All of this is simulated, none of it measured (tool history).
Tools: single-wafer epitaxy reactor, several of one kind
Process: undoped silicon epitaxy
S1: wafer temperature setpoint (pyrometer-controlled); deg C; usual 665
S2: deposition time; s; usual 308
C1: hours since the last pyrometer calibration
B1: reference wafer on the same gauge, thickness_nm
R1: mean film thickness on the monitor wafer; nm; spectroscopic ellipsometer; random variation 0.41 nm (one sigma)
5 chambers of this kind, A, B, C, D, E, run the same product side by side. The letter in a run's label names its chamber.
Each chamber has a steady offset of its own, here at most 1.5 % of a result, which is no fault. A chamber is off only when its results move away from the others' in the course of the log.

Run 1C, hour 5.5: usual settings; C1 997.4; B1 69.703. Result: R1 71.812 nm.
Run 2B, hour 10.6: usual settings; C1 857.4; B1 69.708. Result: R1 71.160 nm.
Run 3D, hour 18.1: usual settings; C1 545.4; B1 69.710. Result: R1 71.253 nm.
Run 4E, hour 25.2: usual settings; C1 293.6; B1 69.774. Result: R1 71.571 nm.
Run 5A, hour 33.9: usual settings but S1 677 deg C; C1 205.8; B1 69.770. Result: R1 92.767 nm.
Run 6A, hour 38.2: usual settings but S1 677 deg C; C1 210.1; B1 69.879. Result: R1 93.914 nm.
Run 7B, hour 44.2: usual settings but S1 677 deg C; C1 891.0; B1 69.902. Result: R1 91.274 nm.
Run 8C, hour 50.9: usual settings but S1 677 deg C; C1 1042.8; B1 69.881. Result: R1 90.817 nm.
Run 9D, hour 57.6: usual settings but S1 677 deg C; C1 584.9; B1 69.825. Result: R1 90.623 nm.
Run 10E, hour 64.4: usual settings; C1 332.8; B1 69.734. Result: R1 72.055 nm.
At hour 66.2: chamber C: pyrometer calibrated.
Run 11D, hour 74.2: usual settings; C1 601.5; B1 69.737. Result: R1 70.983 nm.
Run 12B, hour 81.9: usual settings; C1 928.7; B1 69.853. Result: R1 70.494 nm.
Run 13A, hour 89.7: usual settings; C1 261.6; B1 69.825. Result: R1 72.153 nm.
Run 14E, hour 97.9: usual settings; C1 366.3; B1 69.839. Result: R1 71.756 nm.
Run 15C, hour 104.7: usual settings; C1 38.5; B1 69.652. Result: R1 71.440 nm.
Run 16A, hour 109.5: usual settings but S1 672 deg C; C1 281.4; B1 69.872. Result: R1 83.273 nm.
Run 17C, hour 114.2: usual settings but S1 672 deg C; C1 48.0; B1 69.889. Result: R1 82.529 nm.
Run 18D, hour 123.7: usual settings but S1 672 deg C; C1 651.0; B1 69.873. Result: R1 82.032 nm.
Run 19E, hour 132.7: usual settings but S1 672 deg C; C1 401.1; B1 69.688. Result: R1 82.804 nm.
Run 20B, hour 141.2: usual settings but S1 672 deg C; C1 988.0; B1 69.862. Result: R1 81.751 nm.
Run 21A, hour 146.7: usual settings; C1 318.6; B1 69.787. Result: R1 71.721 nm.
Run 22D, hour 153.7: usual settings; C1 681.0; B1 69.837. Result: R1 69.780 nm.
Run 23E, hour 162.4: usual settings; C1 430.8; B1 69.719. Result: R1 71.486 nm.
Run 24B, hour 169.0: usual settings; C1 1015.8; B1 69.852. Result: R1 70.606 nm.
Run 25C, hour 177.0: usual settings but S1 676 deg C; C1 110.8; B1 69.776. Result: R1 89.465 nm.
Run 26D, hour 184.2: usual settings but S1 676 deg C; C1 711.5; B1 69.805. Result: R1 87.540 nm.
Run 27B, hour 192.2: usual settings but S1 676 deg C; C1 1039.0; B1 69.791. Result: R1 88.652 nm.
Run 28E, hour 201.9: usual settings but S1 676 deg C; C1 470.3; B1 69.734. Result: R1 90.533 nm.
Run 29A, hour 209.5: usual settings but S1 676 deg C; C1 381.4; B1 69.844. Result: R1 91.458 nm.
Run 30C, hour 219.2: usual settings; C1 153.0; B1 69.827. Result: R1 71.554 nm.
Run 31D, hour 224.9: usual settings but S1 658 deg C; C1 752.2; B1 69.769. Result: R1 59.216 nm.
Run 32C, hour 230.7: usual settings but S1 658 deg C; C1 164.5; B1 69.869. Result: R1 61.697 nm.
Run 33B, hour 239.8: usual settings but S1 658 deg C; C1 1086.6; B1 69.720. Result: R1 60.939 nm.
Run 34E, hour 247.5: usual settings but S1 658 deg C; C1 515.9; B1 69.864. Result: R1 61.277 nm.
Run 35A, hour 255.5: usual settings but S1 658 deg C; C1 427.4; B1 69.778. Result: R1 62.198 nm.
Run 36E, hour 263.0: usual settings; C1 531.4; B1 69.773. Result: R1 71.773 nm.
Run 37B, hour 267.4: usual settings; C1 1114.2; B1 69.822. Result: R1 70.651 nm.
Run 38D, hour 274.9: usual settings but S1 678 deg C; C1 802.2; B1 69.838. Result: R1 90.493 nm.
Run 39C, hour 284.0: usual settings but S1 678 deg C; C1 217.8; B1 69.754. Result: R1 92.860 nm.
Run 40A, hour 290.9: usual settings but S1 678 deg C; C1 462.8; B1 69.837. Result: R1 94.394 nm.

Next, every chamber runs the same settings. What will each give?
Run 41A, hour 297.9: usual settings. Result: R1 ?.
Run 41B, hour 297.9: usual settings. Result: R1 ?.
Run 41C, hour 297.9: usual settings. Result: R1 ?.
Run 41D, hour 297.9: usual settings. Result: R1 ?.
Run 41E, hour 297.9: usual settings. Result: R1 ?.

run      R1
41A  72.930
41B  71.153
41C  70.957
41D  67.961
41E  71.992

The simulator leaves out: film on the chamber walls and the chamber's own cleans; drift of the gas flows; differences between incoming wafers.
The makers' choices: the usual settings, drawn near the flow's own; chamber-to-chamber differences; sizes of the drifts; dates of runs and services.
